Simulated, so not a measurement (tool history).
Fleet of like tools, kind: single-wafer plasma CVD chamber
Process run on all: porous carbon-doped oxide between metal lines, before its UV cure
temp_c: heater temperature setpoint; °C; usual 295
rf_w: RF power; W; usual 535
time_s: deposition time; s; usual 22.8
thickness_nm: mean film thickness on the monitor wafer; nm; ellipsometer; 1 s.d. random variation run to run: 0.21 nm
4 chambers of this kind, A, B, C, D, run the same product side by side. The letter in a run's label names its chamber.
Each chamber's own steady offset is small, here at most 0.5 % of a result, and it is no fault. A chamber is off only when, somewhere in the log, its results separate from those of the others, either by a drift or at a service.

run,hour,temp_c,rf_w,time_s,hours since the last thermocouple change,hours since the last RF generator calibration,"read-back reference wafer on the same gauge, thickness_nm",thickness_nm
1B,4.8,295,535,22.8,1365.5,994.7,159.97,133.65
2C,7.7,295,535,22.8,469.4,1680.3,160.1,133.78
3D,11.5,295,535,22.8,1398.3,58.8,160.04,134.54
4A,16.9,295,535,22.8,706.7,41.8,160.1,133.91
5A,21.4,295,535,22.8,711.2,46.3,160.13,133.34
6B,27.2,295,535,22.8,1387.9,1017.1,160.1,133.53
# hour 29.2: chamber B: thermocouple changed; heater temperature recalibrated
7D,30.9,295,535,22.8,1417.7,78.2,160.15,134.18
8C,34.7,295,535,22.8,496.4,1707.3,160.15,134.24
9C,38.8,295,580,22.8,500.5,1711.4,160.23,141.91
10D,41.5,295,580,22.8,1428.3,88.8,160.26,141.78
11A,46.3,295,580,22.8,736.1,71.2,160.27,140.9
12B,50,295,580,22.8,20.8,1039.9,160.34,141.63
13D,53.8,295,535,22.8,1440.6,101.1,160.31,134.49
14C,58.9,295,535,22.8,520.6,1731.5,160.3,134.43
15A,62.4,295,535,22.8,752.2,87.3,160.29,133.86
16B,65.9,295,535,25.3,36.7,1055.8,160.38,148.07
17A,70.5,295,535,25.3,760.3,95.4,160.38,148.21
18B,75,295,535,25.3,45.8,1064.9,160.48,148.01
19D,78.6,295,535,25.3,1465.4,125.9,160.4,148.69
20C,83.6,295,535,22.8,545.3,1756.2,160.41,134.18
21C,88.2,295,535,22.8,549.9,1760.8,160.57,134.61
22A,92.1,295,535,22.8,781.9,117,160.53,134
23B,95.6,295,535,22.8,66.4,1085.5,160.51,134.33
24D,98.6,295,535,22.8,1485.4,145.9,160.52,134.67
25B,104.6,295,535,22.8,75.4,1094.5,160.5,134.24
26C,107.9,295,535,22.8,569.6,1780.5,160.61,134.48
27D,113.1,295,535,22.8,1499.9,160.4,160.63,134.89
28A,116.8,295,535,22.8,806.6,141.7,160.63,134.02
29C,122,301,535,22.8,583.7,1794.6,160.73,129.94
30B,127.4,301,535,22.8,98.2,1117.3,160.78,129.6
31A,130.4,301,535,22.8,820.2,155.3,160.69,129.68
32D,134.6,301,535,22.8,1521.4,181.9,160.82,130.38
33B,138.8,295,535,22.8,109.6,1128.7,160.77,134.45
34C,144.1,295,535,22.8,605.8,1816.7,160.8,134.52
35A,148.6,295,535,22.8,838.4,173.5,160.84,134.41
36D,151.2,309,535,25.2,1538,198.5,160.85,137.39
37D,154,309,535,25.2,1540.8,201.3,160.84,137.56
38C,159.8,309,535,25.2,621.5,1832.4,160.88,137.05
39A,165.4,309,535,25.2,855.2,190.3,160.89,136.57
40B,171.1,295,535,22.8,141.9,1161,160.95,134.47
41B,176.5,295,535,22.8,147.3,1166.4,161.01,134.26

Decide between three cases: one chamber stands off from its peers, the gauge reading all wafers drifts, or nothing is wrong past each chamber's small offset. Where a chamber is off, say which and what most likely put it there.

Every chamber seems to shift together because the gauge that measures them all drifts; the chambers themselves are fine.
Likeliest cause: gauge reads high (%) = 0.632.
